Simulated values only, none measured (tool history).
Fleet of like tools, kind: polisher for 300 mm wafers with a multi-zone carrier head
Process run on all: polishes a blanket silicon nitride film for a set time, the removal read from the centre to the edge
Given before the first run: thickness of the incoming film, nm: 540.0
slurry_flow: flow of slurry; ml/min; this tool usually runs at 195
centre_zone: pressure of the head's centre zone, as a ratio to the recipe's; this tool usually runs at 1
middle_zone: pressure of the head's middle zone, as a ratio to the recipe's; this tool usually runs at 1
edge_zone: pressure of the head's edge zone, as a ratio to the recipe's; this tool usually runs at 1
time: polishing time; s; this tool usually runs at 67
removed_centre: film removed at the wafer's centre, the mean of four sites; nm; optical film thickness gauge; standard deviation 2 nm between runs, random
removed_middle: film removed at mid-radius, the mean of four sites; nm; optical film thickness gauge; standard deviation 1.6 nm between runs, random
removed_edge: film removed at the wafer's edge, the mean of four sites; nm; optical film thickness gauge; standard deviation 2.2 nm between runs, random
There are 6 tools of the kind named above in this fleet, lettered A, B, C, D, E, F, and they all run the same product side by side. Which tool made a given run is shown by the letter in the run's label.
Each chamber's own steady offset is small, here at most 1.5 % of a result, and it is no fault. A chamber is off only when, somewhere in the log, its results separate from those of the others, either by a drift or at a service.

| run | day | slurry_flow | centre_zone | middle_zone | edge_zone | time | wafers polished on this pad | hours since the slurry nozzle was cleaned | hours since the centre zone pressure was calibrated | hours since the edge zone pressure was calibrated | removed_centre | removed_middle | removed_edge |
|---|---|---|---|---|---|---|---|---|---|---|---|---|---|
| 1B | 0.1 | 195 | 1 | 1 | 1 | 67 | 265 | 323.8 | 402.2 | 642.2 | 147.43 | 144.6 | 147.02 |
| 2F | 0.258 | 195 | 1 | 1 | 1 | 67 | 974 | 102.8 | 276.6 | 187.2 | 148.92 | 144.56 | 144.5 |
| 3E | 0.425 | 195 | 1 | 1 | 1 | 67 | 396 | 99.1 | 478.6 | 524.1 | 147.61 | 147.28 | 143.71 |
| 4D | 0.612 | 195 | 1 | 1 | 1 | 67 | 227 | 283.8 | 483.1 | 588.9 | 146.67 | 144.24 | 150.96 |
| 5A | 0.712 | 195 | 1 | 1 | 1 | 67 | 561 | 353.7 | 384.3 | 340.6 | 144.9 | 146.01 | 145.59 |
| 6C | 0.812 | 195 | 1 | 1 | 1 | 67 | 951 | 51.5 | 244.9 | 380.8 | 145.94 | 146.43 | 142.09 |
| 7B | 1.033 | 195 | 1 | 1 | 1 | 67 | 433 | 346.2 | 424.6 | 664.6 | 143.66 | 148.89 | 144.41 |
|  | 1.071 | chamber A: worn pad replaced by a new one |
| 8E | 1.212 | 195 | 1 | 1 | 1 | 67 | 538 | 118 | 497.5 | 543 | 148.01 | 145.8 | 146.01 |
| 9C | 1.408 | 195 | 1 | 1 | 1 | 67 | 1058 | 65.8 | 259.2 | 395.1 | 144.92 | 144.53 | 144.86 |
| 10A | 1.533 | 125 | 1 | 0.94 | 1 | 67 | 83 | 373.4 | 404 | 360.3 | 133.34 | 124.3 | 136.61 |
| 11F | 1.658 | 125 | 1 | 0.94 | 1 | 67 | 1227 | 136.4 | 310.2 | 220.8 | 137.23 | 126.55 | 139.16 |
|  | 1.717 | chamber F: worn pad replaced by a new one |
| 12D | 1.867 | 125 | 1 | 0.94 | 1 | 67 | 453 | 313.9 | 513.2 | 619 | 132.41 | 127.65 | 144.18 |
|  | 1.879 | chamber C: worn pad replaced by a new one |
| 13B | 2.008 | 125 | 1 | 0.94 | 1 | 67 | 609 | 369.6 | 448 | 688 | 133.58 | 128.29 | 138.42 |
| 14C | 2.167 | 125 | 1 | 0.94 | 1 | 67 | 51 | 84 | 277.4 | 413.3 | 134.43 | 127.86 | 132.94 |
| 15A | 2.362 | 125 | 1 | 0.94 | 1 | 67 | 233 | 393.3 | 423.9 | 380.2 | 132.69 | 124.97 | 137.48 |
| 16D | 2.479 | 130 | 1 | 1 | 1.09 | 67 | 563 | 328.6 | 527.9 | 633.7 | 134.87 | 136.77 | 142.2 |
| 17F | 2.629 | 130 | 1 | 1 | 1.09 | 67 | 164 | 159.7 | 333.5 | 244.1 | 133.01 | 135.65 | 145.86 |
|  | 2.721 | chamber B: edge zone pressure recalibrated |
| 18E | 2.808 | 130 | 1 | 1 | 1.09 | 67 | 825 | 156.3 | 535.8 | 581.3 | 136.56 | 136.7 | 147.56 |
| 19F | 2.929 | 130 | 1 | 1 | 1.09 | 67 | 218 | 166.9 | 340.7 | 251.3 | 136.39 | 134.02 | 145.4 |
| 20E | 3.1 | 130 | 1 | 1 | 1.09 | 67 | 878 | 163.3 | 542.8 | 588.3 | 131.2 | 135.59 | 150.78 |
| 21A | 3.321 | 130 | 1 | 1 | 1.09 | 67 | 405 | 416.3 | 446.9 | 403.2 | 134.73 | 134.2 | 142.77 |
| 22C | 3.479 | 195 | 1 | 1 | 1 | 67 | 288 | 115.5 | 308.9 | 444.8 | 149.49 | 146.94 | 144.59 |
| 23D | 3.579 | 195 | 1 | 1 | 1 | 67 | 761 | 355 | 554.3 | 660.1 | 148.19 | 148.17 | 144.17 |
|  | 3.638 | chamber D: slurry nozzle cleaned |
| 24B | 3.775 | 195 | 1 | 1 | 1 | 67 | 927 | 412 | 490.4 | 25.4 | 144.77 | 144.74 | 146.25 |
|  | 3.846 | chamber A: worn pad replaced by a new one |
| 25F | 3.883 | 195 | 1 | 1 | 1 | 87 | 390 | 189.8 | 363.6 | 274.2 | 191.72 | 190.1 | 188.2 |
|  | 4.058 | chamber E: edge zone pressure recalibrated |
| 26B | 4.083 | 195 | 1 | 1 | 1 | 87 | 983 | 419.4 | 497.8 | 32.8 | 190.44 | 189.4 | 191.03 |
| 27E | 4.262 | 195 | 1 | 1 | 1 | 87 | 1087 | 191.2 | 570.7 | 5 | 190.66 | 191.12 | 188.51 |
| 28D | 4.433 | 195 | 1 | 1 | 1 | 87 | 915 | 19.1 | 574.8 | 680.6 | 189.95 | 190.66 | 193.01 |
|  | 4.612 | chamber D: worn pad replaced by a new one |
| 29C | 4.629 | 195 | 1 | 1 | 1 | 87 | 495 | 143.1 | 336.5 | 472.4 | 185.19 | 189.08 | 184.43 |
| 30A | 4.842 | 195 | 1 | 1 | 1 | 87 | 179 | 452.8 | 483.4 | 439.7 | 186.57 | 187.38 | 193.62 |
| 31C | 4.979 | 195 | 1 | 1 | 1 | 67 | 558 | 151.5 | 344.9 | 480.8 | 145.14 | 144.67 | 143.59 |
| 32E | 5.125 | 195 | 1 | 1 | 1 | 67 | 1243 | 211.9 | 591.4 | 25.7 | 146.76 | 147.47 | 144.85 |
| 33D | 5.288 | 195 | 0.9 | 1 | 1 | 67 | 121 | 39.6 | 595.3 | 701.1 | 130.66 | 149.16 | 147.18 |
| 34F | 5.483 | 195 | 0.9 | 1 | 1 | 67 | 679 | 228.2 | 402 | 312.6 | 129.11 | 145.3 | 146.69 |
| 35B | 5.592 | 195 | 0.9 | 1 | 1 | 67 | 1254 | 455.6 | 534 | 69 | 127.35 | 146.42 | 149.96 |
| 36A | 5.788 | 195 | 0.9 | 1 | 1 | 67 | 349 | 475.5 | 506.1 | 462.4 | 128.12 | 145.25 | 146.82 |
| 37B | 5.888 | 195 | 0.9 | 1 | 1 | 67 | 1308 | 462.7 | 541.1 | 76.1 | 130.73 | 147.19 | 144.94 |
|  | 5.908 | chamber E: worn pad replaced by a new one |
| 38E | 6.1 | 195 | 0.9 | 1 | 1 | 67 | 34 | 235.3 | 614.8 | 49.1 | 131.81 | 145.7 | 143.59 |
| 39F | 6.246 | 195 | 1 | 1 | 1 | 67 | 816 | 246.5 | 420.3 | 330.9 | 150.05 | 144.88 | 150.9 |
| 40D | 6.433 | 195 | 1 | 1 | 1 | 67 | 328 | 67.1 | 622.8 | 728.6 | 145.92 | 147.54 | 149.81 |

Each of the 6 chambers runs these same settings next. Fill in every chamber's results:
| 41A | 6.596 | 195 | 1 | 1 | 1.06 | 67 |  |  |  |  | ? | ? | ? |
| 41B | 6.596 | 195 | 1 | 1 | 1.06 | 67 |  |  |  |  | ? | ? | ? |
| 41C | 6.596 | 195 | 1 | 1 | 1.06 | 67 |  |  |  |  | ? | ? | ? |
| 41D | 6.596 | 195 | 1 | 1 | 1.06 | 67 |  |  |  |  | ? | ? | ? |
| 41E | 6.596 | 195 | 1 | 1 | 1.06 | 67 |  |  |  |  | ? | ? | ? |
| 41F | 6.596 | 195 | 1 | 1 | 1.06 | 67 |  |  |  |  | ? | ? | ? |

| run | removed_centre | removed_middle | removed_edge |
|---|---|---|---|
| 41A | 147.93 | 148.76 | 153.06 |
| 41B | 144.23 | 144.82 | 147.78 |
| 41C | 143.71 | 144.84 | 145.78 |
| 41D | 144.49 | 144.97 | 155.24 |
| 41E | 143.42 | 148.04 | 154.5 |
| 41F | 142.9 | 145.56 | 152.16 |
